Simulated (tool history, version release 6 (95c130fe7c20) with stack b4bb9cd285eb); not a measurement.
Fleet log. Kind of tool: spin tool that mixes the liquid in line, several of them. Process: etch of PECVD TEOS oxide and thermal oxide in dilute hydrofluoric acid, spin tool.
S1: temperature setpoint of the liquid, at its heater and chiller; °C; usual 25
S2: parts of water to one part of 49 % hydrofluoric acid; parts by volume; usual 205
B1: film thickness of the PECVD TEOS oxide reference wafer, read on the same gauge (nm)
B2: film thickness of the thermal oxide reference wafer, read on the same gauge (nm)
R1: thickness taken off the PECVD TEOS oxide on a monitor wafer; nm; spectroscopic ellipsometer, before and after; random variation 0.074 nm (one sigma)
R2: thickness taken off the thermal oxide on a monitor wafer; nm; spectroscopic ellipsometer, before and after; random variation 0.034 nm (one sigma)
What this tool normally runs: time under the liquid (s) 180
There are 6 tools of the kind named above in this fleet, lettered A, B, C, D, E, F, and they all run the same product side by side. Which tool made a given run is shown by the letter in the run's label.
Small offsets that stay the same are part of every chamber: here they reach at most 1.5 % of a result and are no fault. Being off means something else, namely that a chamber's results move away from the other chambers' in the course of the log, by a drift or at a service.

Run 1F, hour 9.0: usual settings; B1 140.03; B2 90.030. Result: R1 8.2390 nm, R2 3.7061 nm.
Run 2E, hour 18.8: usual settings; B1 139.97; B2 90.009. Result: R1 8.1371 nm, R2 3.7386 nm.
Run 3D, hour 30.8: usual settings; B1 140.03; B2 90.007. Result: R1 8.1742 nm, R2 3.7522 nm.
Run 4B, hour 39.1: usual settings; B1 140.01; B2 90.001. Result: R1 8.2561 nm, R2 3.6449 nm.
Run 5C, hour 46.2: usual settings; B1 140.00; B2 90.000. Result: R1 8.2570 nm, R2 3.5993 nm.
Run 6A, hour 56.0: usual settings; B1 139.99; B2 90.005. Result: R1 8.0903 nm, R2 3.6966 nm.
Run 7D, hour 66.7: usual settings; B1 140.02; B2 89.996. Result: R1 8.2788 nm, R2 3.7667 nm.
At hour 67.5: chamber C: hydrofluoric acid flow meter replaced.
Run 8B, hour 72.7: usual settings; B1 140.01; B2 89.992. Result: R1 8.2386 nm, R2 3.6245 nm.
Run 9F, hour 81.3: usual settings; B1 140.01; B2 89.970. Result: R1 8.2450 nm, R2 3.8123 nm.
Run 10C, hour 86.8: usual settings; B1 140.00; B2 90.007. Result: R1 8.2384 nm, R2 3.6629 nm.
Run 11A, hour 95.1: usual settings; B1 140.03; B2 90.005. Result: R1 8.1727 nm, R2 3.7067 nm.
Run 12E, hour 105.5: usual settings; B1 140.02; B2 89.994. Result: R1 8.2607 nm, R2 3.6903 nm.
Run 13E, hour 114.1: usual settings; B1 140.03; B2 90.007. Result: R1 8.1529 nm, R2 3.7009 nm.
Run 14B, hour 123.6: usual settings; B1 140.01; B2 90.003. Result: R1 8.1943 nm, R2 3.6550 nm.
Run 15C, hour 130.1: usual settings; B1 139.98; B2 89.995. Result: R1 8.2458 nm, R2 3.6454 nm.
At hour 135.5: chamber D: hydrofluoric acid flow meter replaced.
Run 16D, hour 135.6: usual settings; B1 140.02; B2 90.019. Result: R1 8.2681 nm, R2 3.7770 nm.
Run 17F, hour 142.0: usual settings; B1 139.98; B2 89.981. Result: R1 8.2826 nm, R2 3.7381 nm.
Run 18A, hour 149.3: usual settings; B1 140.00; B2 89.999. Result: R1 8.3220 nm, R2 3.6433 nm.
Run 19E, hour 157.5: usual settings; B1 139.96; B2 89.991. Result: R1 8.2030 nm, R2 3.7067 nm.
Run 20C, hour 163.3: usual settings; B1 140.05; B2 89.982. Result: R1 8.0852 nm, R2 3.6676 nm.
Run 21B, hour 173.9: usual settings but time under the liquid (s) 245; B1 140.04; B2 90.015. Result: R1 11.2140 nm, R2 5.0302 nm.
Run 22A, hour 185.9: usual settings but time under the liquid (s) 245; B1 140.02; B2 90.014. Result: R1 11.0840 nm, R2 5.0524 nm.
Run 23D, hour 197.9: usual settings but time under the liquid (s) 245; B1 139.96; B2 89.998. Result: R1 11.1820 nm, R2 5.1613 nm.
Run 24F, hour 207.5: usual settings but time under the liquid (s) 245; B1 139.98; B2 89.997. Result: R1 11.2220 nm, R2 5.0390 nm.
Run 25A, hour 212.8: usual settings but time under the liquid (s) 245; B1 139.98; B2 89.995. Result: R1 11.2900 nm, R2 5.0241 nm.
At hour 214.3: chamber D: thermometer replaced.
Run 26F, hour 220.4: usual settings but time under the liquid (s) 245; B1 140.03; B2 89.987. Result: R1 11.2960 nm, R2 5.0391 nm.
Run 27B, hour 226.5: usual settings; B1 140.01; B2 90.011. Result: R1 8.1690 nm, R2 3.6859 nm.
Run 28D, hour 237.7: usual settings; B1 139.99; B2 90.026. Result: R1 8.2559 nm, R2 3.7157 nm.
Run 29E, hour 248.4: usual settings; B1 139.94; B2 90.001. Result: R1 8.1373 nm, R2 3.6534 nm.
Run 30C, hour 260.4: usual settings; B1 140.00; B2 89.998. Result: R1 8.1994 nm, R2 3.6633 nm.
Run 31A, hour 270.9: usual settings but S1 29 °C, S2 260 parts by volume; B1 139.99; B2 89.994. Result: R1 7.0791 nm, R2 3.1755 nm.
Run 32F, hour 281.8: usual settings but S1 29 °C, S2 260 parts by volume; B1 140.04; B2 89.999. Result: R1 7.0653 nm, R2 3.1687 nm.
Run 33E, hour 293.4: usual settings but S1 29 °C, S2 260 parts by volume; B1 140.04; B2 90.012. Result: R1 6.9736 nm, R2 3.2165 nm.
Run 34B, hour 303.7: usual settings but S1 29 °C, S2 260 parts by volume; B1 140.02; B2 90.005. Result: R1 7.0146 nm, R2 3.0703 nm.
Run 35C, hour 315.5: usual settings but S1 29 °C, S2 260 parts by volume; B1 139.99; B2 89.997. Result: R1 7.0692 nm, R2 3.1631 nm.
Run 36D, hour 324.2: usual settings but S1 29 °C, S2 260 parts by volume; B1 140.02; B2 90.001. Result: R1 7.0371 nm, R2 3.2182 nm.

Which is it: a chamber that has drifted or been left off by a service, a gauge drift common to all chambers, or only each chamber's usual small offset? If a chamber is off, name it and its likeliest cause.

All chambers stay in line apart from their small fixed offsets, and the gauge does not drift.
